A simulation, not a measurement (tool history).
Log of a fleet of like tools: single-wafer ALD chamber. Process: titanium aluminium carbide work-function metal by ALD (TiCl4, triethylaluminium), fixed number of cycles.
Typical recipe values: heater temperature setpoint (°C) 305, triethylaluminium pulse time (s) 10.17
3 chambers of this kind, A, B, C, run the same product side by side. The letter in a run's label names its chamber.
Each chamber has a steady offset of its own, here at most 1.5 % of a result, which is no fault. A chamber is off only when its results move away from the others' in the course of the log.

run   hour  heater temperature setpoint (°C)  triethylaluminium pulse time (s)  read-back reference wafer on the same gauge, thickness_nm  mean film thickness on the monitor wafer (nm)
 1C    4.1                               305                             10.17                                                     1.9996                                         2.0657
 2B    7.2                               305                             10.17                                                     2.0012                                         2.0636
 3A   12.2                               305                             10.17                                                     2.0019                                         2.0419
 4B   15.6                               305                             10.17                                                     1.9994                                         2.0527
 5C   17.9                               305                             10.17                                                     1.9995                                         2.0687
 6A   20.6                               305                             10.17                                                     1.9999                                         2.0302
 7B   24.2                               305                             10.17                                                     1.9998                                          2.072
 8C   27.6                               305                             10.17                                                     1.9995                                         2.0568
 9A   30.3                               305                             10.17                                                     1.9996                                         2.0397
10A   34.9                               305                             10.17                                                     2.0003                                         2.0231
11C   38.5                               305                             10.17                                                     1.9996                                         2.0549
12B   42.7                               305                             10.17                                                     1.9993                                         2.0712
13B   46.3                               305                             10.17                                                     2.0001                                         2.0599
14C     50                               305                             10.17                                                     1.9993                                         2.0533
15A   52.7                               305                             10.17                                                     2.0001                                         2.0301
16C   56.5                               294                              7.02                                                     1.9996                                         1.8406
17B   60.3                               294                              7.02                                                      2.002                                         1.8576
18A   62.8                               294                              7.02                                                     2.0016                                         1.8255
19C   66.7                               305                             10.17                                                     2.0001                                         2.0565
20B   71.6                               305                             10.17                                                     1.9973                                         2.0634
21A   76.2                               305                             10.17                                                     1.9988                                         2.0299
22B   79.3                               305                             10.17                                                     1.9988                                          2.071
23C   82.7                               298                             10.17                                                     1.9998                                         1.9925
24A   87.5                               298                             10.17                                                     1.9988                                          1.979
25A   91.6                               298                             10.17                                                      1.999                                         1.9704
26B   95.6                               305                             10.17                                                     1.9992                                         2.0731
27C   98.6                               305                              8.28                                                      1.999                                         2.0013
28C  103.3                               305                              8.28                                                     1.9991                                         2.0076
29B  106.6                               305                              8.28                                                     2.0009                                         2.0186
30A  109.7                               298                             13.86                                                     2.0009                                         2.0117
31B  114.7                               298                             13.86                                                          2                                         2.0462
32A  117.9                               298                             13.86                                                     1.9994                                          2.016
33C  122.7                               305                             10.17                                                          2                                         2.0591
34A  127.7                               305                             10.17                                                     1.9987                                         2.0329
35C    130                               293                              7.02                                                     1.9994                                         1.8436
36B  133.2                               293                              7.02                                                     1.9989                                         1.8408
37B  137.2                               293                              7.02                                                     2.0004                                         1.8444
38C  141.4                               317                              7.06                                                          2                                         2.0287
39A  145.6                               317                              7.06                                                     1.9994                                         2.0156
40A  148.3                               317                              7.06                                                      1.999                                         2.0175
41C  152.9                               305                             14.13                                                     2.0013                                         2.0926

What goes on in this fleet: one chamber off, a drifting gauge, or nothing beyond the chambers' own small offsets? Name the chamber and the cause, if any.

Beyond each chamber's small constant offset nothing stands out, and the gauge stays steady.

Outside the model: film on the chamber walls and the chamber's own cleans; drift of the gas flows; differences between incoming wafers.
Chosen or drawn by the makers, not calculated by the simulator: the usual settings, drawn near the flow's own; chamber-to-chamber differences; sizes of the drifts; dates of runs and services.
